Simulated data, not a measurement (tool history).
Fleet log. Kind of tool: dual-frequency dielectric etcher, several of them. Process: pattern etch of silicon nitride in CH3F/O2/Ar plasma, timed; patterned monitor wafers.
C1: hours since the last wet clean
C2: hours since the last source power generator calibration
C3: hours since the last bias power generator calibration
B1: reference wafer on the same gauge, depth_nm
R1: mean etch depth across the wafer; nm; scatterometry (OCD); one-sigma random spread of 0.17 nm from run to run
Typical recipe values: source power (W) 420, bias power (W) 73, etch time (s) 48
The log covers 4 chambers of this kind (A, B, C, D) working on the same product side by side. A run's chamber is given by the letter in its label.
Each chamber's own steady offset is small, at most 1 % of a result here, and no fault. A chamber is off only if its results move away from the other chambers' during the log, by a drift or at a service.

run 1A hour=5.5 | source_power_(W)=420 bias_power_(W)=73 etch_time_(s)=48 | C1=58.5 C2=3035.7 C3=1242.1 | B1=31.207 | R1=34.073
run 2C hour=10.7 | source_power_(W)=420 bias_power_(W)=73 etch_time_(s)=48 | C1=510.4 C2=1543.7 C3=1329.7 | B1=31.160 | R1=34.200
run 3D hour=15.8 | source_power_(W)=420 bias_power_(W)=73 etch_time_(s)=48 | C1=356.7 C2=118.6 C3=391.4 | B1=31.200 | R1=34.200
run 4B hour=19.1 | source_power_(W)=420 bias_power_(W)=73 etch_time_(s)=48 | C1=291.5 C2=318.6 C3=335.7 | B1=31.212 | R1=34.718
-- hour=22.0 chamber C: wet clean of the chamber
run 5C hour=22.2 | source_power_(W)=370 bias_power_(W)=73 etch_time_(s)=48 | C1=0.3 C2=1555.2 C3=1341.2 | B1=31.181 | R1=32.963
run 6B hour=28.1 | source_power_(W)=370 bias_power_(W)=73 etch_time_(s)=48 | C1=300.5 C2=327.6 C3=344.7 | B1=31.231 | R1=32.806
run 7A hour=33.9 | source_power_(W)=370 bias_power_(W)=73 etch_time_(s)=48 | C1=86.9 C2=3064.1 C3=1270.5 | B1=31.151 | R1=32.667
run 8D hour=37.9 | source_power_(W)=370 bias_power_(W)=73 etch_time_(s)=48 | C1=378.8 C2=140.7 C3=413.5 | B1=31.225 | R1=32.739
run 9D hour=40.6 | source_power_(W)=420 bias_power_(W)=73 etch_time_(s)=48 | C1=381.5 C2=143.4 C3=416.2 | B1=31.187 | R1=34.258
run 10B hour=43.7 | source_power_(W)=420 bias_power_(W)=73 etch_time_(s)=48 | C1=316.1 C2=343.2 C3=360.3 | B1=31.214 | R1=34.438
run 11C hour=48.0 | source_power_(W)=420 bias_power_(W)=73 etch_time_(s)=48 | C1=26.1 C2=1581.0 C3=1367.0 | B1=31.255 | R1=34.647
run 12A hour=53.0 | source_power_(W)=420 bias_power_(W)=73 etch_time_(s)=48 | C1=106.0 C2=3083.2 C3=1289.6 | B1=31.228 | R1=34.689
run 13D hour=57.0 | source_power_(W)=420 bias_power_(W)=83 etch_time_(s)=56 | C1=397.9 C2=159.8 C3=432.6 | B1=31.181 | R1=41.903
run 14A hour=62.6 | source_power_(W)=420 bias_power_(W)=83 etch_time_(s)=56 | C1=115.6 C2=3092.8 C3=1299.2 | B1=31.182 | R1=41.918
-- hour=64.7 chamber B: wet clean of the chamber
run 15B hour=67.7 | source_power_(W)=420 bias_power_(W)=83 etch_time_(s)=56 | C1=3.0 C2=367.2 C3=384.3 | B1=31.220 | R1=42.557
run 16C hour=73.7 | source_power_(W)=420 bias_power_(W)=83 etch_time_(s)=56 | C1=51.8 C2=1606.7 C3=1392.7 | B1=31.203 | R1=41.606
run 17C hour=77.7 | source_power_(W)=420 bias_power_(W)=81 etch_time_(s)=48 | C1=55.8 C2=1610.7 C3=1396.7 | B1=31.200 | R1=35.443
run 18D hour=81.9 | source_power_(W)=420 bias_power_(W)=81 etch_time_(s)=48 | C1=422.8 C2=184.7 C3=457.5 | B1=31.175 | R1=35.180
run 19B hour=86.1 | source_power_(W)=420 bias_power_(W)=81 etch_time_(s)=48 | C1=21.4 C2=385.6 C3=402.7 | B1=31.218 | R1=35.392
run 20A hour=89.9 | source_power_(W)=420 bias_power_(W)=81 etch_time_(s)=48 | C1=142.9 C2=3120.1 C3=1326.5 | B1=31.183 | R1=35.568
run 21B hour=94.8 | source_power_(W)=420 bias_power_(W)=73 etch_time_(s)=48 | C1=30.1 C2=394.3 C3=411.4 | B1=31.216 | R1=34.409
run 22A hour=97.9 | source_power_(W)=420 bias_power_(W)=73 etch_time_(s)=48 | C1=150.9 C2=3128.1 C3=1334.5 | B1=31.220 | R1=34.091
run 23D hour=102.5 | source_power_(W)=420 bias_power_(W)=73 etch_time_(s)=48 | C1=443.4 C2=205.3 C3=478.1 | B1=31.186 | R1=34.011
run 24C hour=107.2 | source_power_(W)=420 bias_power_(W)=73 etch_time_(s)=48 | C1=85.3 C2=1640.2 C3=1426.2 | B1=31.204 | R1=34.497
run 25B hour=110.5 | source_power_(W)=420 bias_power_(W)=73 etch_time_(s)=48 | C1=45.8 C2=410.0 C3=427.1 | B1=31.193 | R1=34.757
run 26A hour=115.0 | source_power_(W)=420 bias_power_(W)=73 etch_time_(s)=48 | C1=168.0 C2=3145.2 C3=1351.6 | B1=31.200 | R1=34.115
run 27C hour=119.6 | source_power_(W)=420 bias_power_(W)=73 etch_time_(s)=48 | C1=97.7 C2=1652.6 C3=1438.6 | B1=31.226 | R1=34.284
run 28D hour=125.0 | source_power_(W)=420 bias_power_(W)=73 etch_time_(s)=48 | C1=465.9 C2=227.8 C3=500.6 | B1=31.228 | R1=33.589
run 29A hour=130.4 | source_power_(W)=420 bias_power_(W)=73 etch_time_(s)=48 | C1=183.4 C2=3160.6 C3=1367.0 | B1=31.198 | R1=34.547
run 30D hour=135.4 | source_power_(W)=420 bias_power_(W)=73 etch_time_(s)=48 | C1=476.3 C2=238.2 C3=511.0 | B1=31.202 | R1=33.602
run 31C hour=138.2 | source_power_(W)=420 bias_power_(W)=73 etch_time_(s)=48 | C1=116.3 C2=1671.2 C3=1457.2 | B1=31.158 | R1=34.395
run 32B hour=143.2 | source_power_(W)=420 bias_power_(W)=73 etch_time_(s)=48 | C1=78.5 C2=442.7 C3=459.8 | B1=31.183 | R1=34.447
run 33C hour=146.5 | source_power_(W)=420 bias_power_(W)=73 etch_time_(s)=48 | C1=124.6 C2=1679.5 C3=1465.5 | B1=31.228 | R1=34.290
run 34B hour=152.1 | source_power_(W)=420 bias_power_(W)=73 etch_time_(s)=48 | C1=87.4 C2=451.6 C3=468.7 | B1=31.177 | R1=34.422
run 35D hour=157.7 | source_power_(W)=420 bias_power_(W)=73 etch_time_(s)=48 | C1=498.6 C2=260.5 C3=533.3 | B1=31.199 | R1=33.334
run 36A hour=162.3 | source_power_(W)=420 bias_power_(W)=73 etch_time_(s)=48 | C1=215.3 C2=3192.5 C3=1398.9 | B1=31.186 | R1=34.070
run 37D hour=167.4 | source_power_(W)=420 bias_power_(W)=73 etch_time_(s)=48 | C1=508.3 C2=270.2 C3=543.0 | B1=31.229 | R1=33.415
run 38A hour=172.3 | source_power_(W)=420 bias_power_(W)=73 etch_time_(s)=48 | C1=225.3 C2=3202.5 C3=1408.9 | B1=31.206 | R1=34.357
run 39B hour=178.4 | source_power_(W)=420 bias_power_(W)=73 etch_time_(s)=48 | C1=113.7 C2=477.9 C3=495.0 | B1=31.207 | R1=34.798
run 40C hour=181.2 | source_power_(W)=370 bias_power_(W)=73 etch_time_(s)=36 | C1=159.3 C2=1714.2 C3=1500.2 | B1=31.212 | R1=24.439
run 41B hour=185.3 | source_power_(W)=370 bias_power_(W)=73 etch_time_(s)=36 | C1=120.6 C2=484.8 C3=501.9 | B1=31.161 | R1=24.964
run 42A hour=190.2 | source_power_(W)=370 bias_power_(W)=73 etch_time_(s)=36 | C1=243.2 C2=3220.4 C3=1426.8 | B1=31.203 | R1=24.471

Has any chamber moved away from the others, gradually or after a service, or does the common gauge drift, or do the chambers differ only by their own small steady offsets? State the chamber and the most likely cause if one applies.

Chamber D drifts away from the others.
Cause: etch rate under this chamber's usual, % = 4.36.

Here are 4 candidates for chamber D's next run, each the usual settings with a change, their results left as question marks. Which one brings its results back in line with what the others give on the usual settings?
A result is in line if it is within this distance of the other chambers' mean on the usual settings: R1 0.600 nm
run 43D-1 hour=194.6 | source_power_(W)=420 bias_power_(W)=73 etch_time_(s)=46.0 | R1=?
run 43D-2 hour=194.6 | source_power_(W)=430 bias_power_(W)=74 etch_time_(s)=48.0 | R1=?
run 43D-3 hour=194.6 | source_power_(W)=420 bias_power_(W)=73 etch_time_(s)=47.5 | R1=?
run 43D-4 hour=194.6 | source_power_(W)=420 bias_power_(W)=74 etch_time_(s)=50.0 | R1=?

The other chambers' mean on the usual settings: R1 34.391 nm
run=43D-1 R1=31.424
run=43D-2 R1=33.242
run=43D-3 R1=32.449
run=43D-4 R1=34.318
43D-4 puts the chamber back in line with the other chambers.
